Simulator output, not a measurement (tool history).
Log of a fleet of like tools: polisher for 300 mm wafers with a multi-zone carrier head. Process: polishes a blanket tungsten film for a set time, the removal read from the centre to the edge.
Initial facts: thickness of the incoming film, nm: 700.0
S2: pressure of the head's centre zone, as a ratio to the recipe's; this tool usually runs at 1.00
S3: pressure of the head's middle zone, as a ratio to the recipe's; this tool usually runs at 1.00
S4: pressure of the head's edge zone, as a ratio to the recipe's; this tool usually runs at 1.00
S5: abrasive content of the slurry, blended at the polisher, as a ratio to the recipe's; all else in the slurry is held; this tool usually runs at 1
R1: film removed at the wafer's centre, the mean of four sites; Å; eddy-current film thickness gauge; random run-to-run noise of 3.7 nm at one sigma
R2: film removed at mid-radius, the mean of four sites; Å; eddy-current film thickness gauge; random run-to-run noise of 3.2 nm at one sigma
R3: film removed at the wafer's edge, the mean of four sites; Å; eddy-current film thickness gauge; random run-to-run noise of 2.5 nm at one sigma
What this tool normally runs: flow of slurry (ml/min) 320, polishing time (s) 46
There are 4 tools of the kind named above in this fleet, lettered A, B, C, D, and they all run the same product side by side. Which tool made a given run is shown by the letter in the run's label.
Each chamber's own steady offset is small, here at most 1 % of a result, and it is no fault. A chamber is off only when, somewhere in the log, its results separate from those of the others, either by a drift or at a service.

Run 1C, hour 4.8: usual settings. Result: R1 2692.7 Å, R2 2704.5 Å, R3 2758.0 Å.
Run 2B, hour 11.2: usual settings. Result: R1 2737.1 Å, R2 2759.6 Å, R3 2748.9 Å.
At hour 12.4: chamber B: worn pad replaced by a new one.
Run 3A, hour 19.0: usual settings. Result: R1 2739.8 Å, R2 2759.6 Å, R3 2752.1 Å.
Run 4D, hour 23.9: usual settings. Result: R1 2772.5 Å, R2 2739.0 Å, R3 2747.9 Å.
At hour 24.4: chamber D: worn pad replaced by a new one.
Run 5B, hour 28.9: usual settings. Result: R1 2755.3 Å, R2 2806.3 Å, R3 2746.2 Å.
Run 6D, hour 35.8: usual settings. Result: R1 2759.1 Å, R2 2733.1 Å, R3 2729.4 Å.
At hour 38.6: chamber C: edge zone pressure recalibrated.
Run 7C, hour 41.5: usual settings. Result: R1 2672.9 Å, R2 2732.2 Å, R3 2775.5 Å.
Run 8A, hour 49.9: usual settings but S2 1.10. Result: R1 2999.8 Å, R2 2811.0 Å, R3 2798.7 Å.
At hour 56.7: chamber C: worn pad replaced by a new one.
Run 9B, hour 57.7: usual settings but S2 1.10. Result: R1 3096.4 Å, R2 2730.9 Å, R3 2772.5 Å.
At hour 62.8: chamber A: worn pad replaced by a new one.
Run 10C, hour 65.8: usual settings but S2 1.10. Result: R1 3069.6 Å, R2 2785.5 Å, R3 2700.8 Å.
Run 11D, hour 73.2: usual settings but S2 1.10. Result: R1 2987.6 Å, R2 2727.5 Å, R3 2729.1 Å.
Run 12A, hour 77.9: usual settings. Result: R1 2740.8 Å, R2 2750.3 Å, R3 2734.1 Å.
At hour 80.4: chamber B: worn pad replaced by a new one.
Run 13A, hour 86.0: usual settings but S2 1.06, polishing time (s) 54. Result: R1 3507.7 Å, R2 3287.2 Å, R3 3224.0 Å.
Run 14D, hour 95.8: usual settings but S2 1.06, polishing time (s) 54. Result: R1 3349.9 Å, R2 3227.9 Å, R3 3234.4 Å.
Run 15B, hour 103.1: usual settings but S2 1.06, polishing time (s) 54. Result: R1 3397.2 Å, R2 3215.3 Å, R3 3182.0 Å.
At hour 107.9: chamber D: worn pad replaced by a new one.
Run 16C, hour 112.7: usual settings but S2 1.06, polishing time (s) 54. Result: R1 3444.5 Å, R2 3229.1 Å, R3 3277.2 Å.
At hour 118.8: chamber A: edge zone pressure recalibrated.
Run 17B, hour 122.5: usual settings. Result: R1 2735.1 Å, R2 2707.1 Å, R3 2747.2 Å.
At hour 128.9: chamber A: worn pad replaced by a new one.
Run 18A, hour 130.4: usual settings. Result: R1 2806.6 Å, R2 2780.0 Å, R3 2742.0 Å.
Run 19D, hour 135.1: usual settings. Result: R1 2719.5 Å, R2 2789.4 Å, R3 2720.7 Å.
Run 20C, hour 141.5: usual settings. Result: R1 2806.4 Å, R2 2751.9 Å, R3 2728.4 Å.
Run 21C, hour 147.6: usual settings. Result: R1 2696.4 Å, R2 2748.9 Å, R3 2741.1 Å.
At hour 149.2: chamber B: worn pad replaced by a new one.
Run 22D, hour 154.6: usual settings. Result: R1 2708.2 Å, R2 2728.3 Å, R3 2746.6 Å.
Run 23B, hour 164.3: usual settings. Result: R1 2795.4 Å, R2 2748.7 Å, R3 2776.2 Å.
Run 24A, hour 174.3: usual settings. Result: R1 2705.3 Å, R2 2812.5 Å, R3 2725.8 Å.
At hour 177.5: chamber C: worn pad replaced by a new one.
Run 25B, hour 182.8: usual settings. Result: R1 2779.2 Å, R2 2735.7 Å, R3 2791.0 Å.
At hour 188.0: chamber A: worn pad replaced by a new one.
Run 26D, hour 188.2: usual settings but flow of slurry (ml/min) 400, S4 1.11. Result: R1 2791.0 Å, R2 2764.8 Å, R3 2987.5 Å.
Run 27C, hour 195.4: usual settings but flow of slurry (ml/min) 400, S4 1.11. Result: R1 2714.6 Å, R2 2835.6 Å, R3 3019.5 Å.
At hour 201.5: chamber D: worn pad replaced by a new one.
At hour 203.8: chamber B: slurry nozzle cleaned.
Run 28A, hour 205.2: usual settings but flow of slurry (ml/min) 400, S4 1.11. Result: R1 2778.2 Å, R2 2829.4 Å, R3 2914.2 Å.
At hour 207.9: chamber B: worn pad replaced by a new one.
Run 29C, hour 213.8: usual settings but flow of slurry (ml/min) 400, S4 1.11. Result: R1 2837.3 Å, R2 2763.8 Å, R3 2961.7 Å.
Run 30B, hour 222.1: usual settings. Result: R1 2758.7 Å, R2 2781.9 Å, R3 2782.7 Å.
Run 31A, hour 227.9: usual settings. Result: R1 2723.6 Å, R2 2817.3 Å, R3 2721.2 Å.
At hour 232.1: chamber B: centre zone pressure recalibrated.
Run 32D, hour 233.3: usual settings. Result: R1 2743.8 Å, R2 2752.9 Å, R3 2763.2 Å.
Run 33C, hour 241.2: usual settings. Result: R1 2781.6 Å, R2 2705.1 Å, R3 2777.7 Å.
Run 34B, hour 249.0: usual settings. Result: R1 2744.9 Å, R2 2784.9 Å, R3 2776.1 Å.
Run 35D, hour 255.3: usual settings. Result: R1 2698.5 Å, R2 2721.1 Å, R3 2761.3 Å.
At hour 258.5: chamber A: worn pad replaced by a new one.
Run 36A, hour 263.8: usual settings. Result: R1 2738.9 Å, R2 2753.8 Å, R3 2717.5 Å.
Run 37D, hour 270.8: usual settings. Result: R1 2690.4 Å, R2 2715.5 Å, R3 2723.1 Å.
At hour 274.8: chamber C: centre zone pressure recalibrated.
At hour 280.7: chamber B: worn pad replaced by a new one.
Run 38C, hour 280.8: usual settings. Result: R1 2748.0 Å, R2 2796.5 Å, R3 2751.0 Å.
At hour 284.1: chamber C: worn pad replaced by a new one.
At hour 287.7: chamber D: worn pad replaced by a new one.
Run 39B, hour 289.3: usual settings. Result: R1 2778.1 Å, R2 2763.9 Å, R3 2749.9 Å.
Run 40A, hour 297.9: usual settings. Result: R1 2737.0 Å, R2 2786.0 Å, R3 2743.2 Å.
Run 41C, hour 305.8: usual settings. Result: R1 2722.0 Å, R2 2739.7 Å, R3 2727.7 Å.
At hour 310.4: chamber A: slurry nozzle cleaned.
Run 42B, hour 310.5: usual settings. Result: R1 2786.4 Å, R2 2781.8 Å, R3 2744.9 Å.
Run 43D, hour 317.2: usual settings. Result: R1 2641.7 Å, R2 2731.4 Å, R3 2800.4 Å.
At hour 323.1: chamber A: worn pad replaced by a new one.
Run 44A, hour 323.4: usual settings. Result: R1 2729.7 Å, R2 2689.3 Å, R3 2733.6 Å.

All chambers now run identical settings, listed one chamber a line with results as question marks. What results will each chamber show?
Run 45A, hour 330.7: usual settings but S3 0.88. Result: R1 ?, R2 ?, R3 ?.
Run 45B, hour 330.7: usual settings but S3 0.88. Result: R1 ?, R2 ?, R3 ?.
Run 45C, hour 330.7: usual settings but S3 0.88. Result: R1 ?, R2 ?, R3 ?.
Run 45D, hour 330.7: usual settings but S3 0.88. Result: R1 ?, R2 ?, R3 ?.

run      R1      R2      R3
45A  2693.2  2452.0  2744.2
45B  2749.7  2484.8  2770.8
45C  2691.3  2428.6  2787.7
45D  2788.7  2433.5  2742.5

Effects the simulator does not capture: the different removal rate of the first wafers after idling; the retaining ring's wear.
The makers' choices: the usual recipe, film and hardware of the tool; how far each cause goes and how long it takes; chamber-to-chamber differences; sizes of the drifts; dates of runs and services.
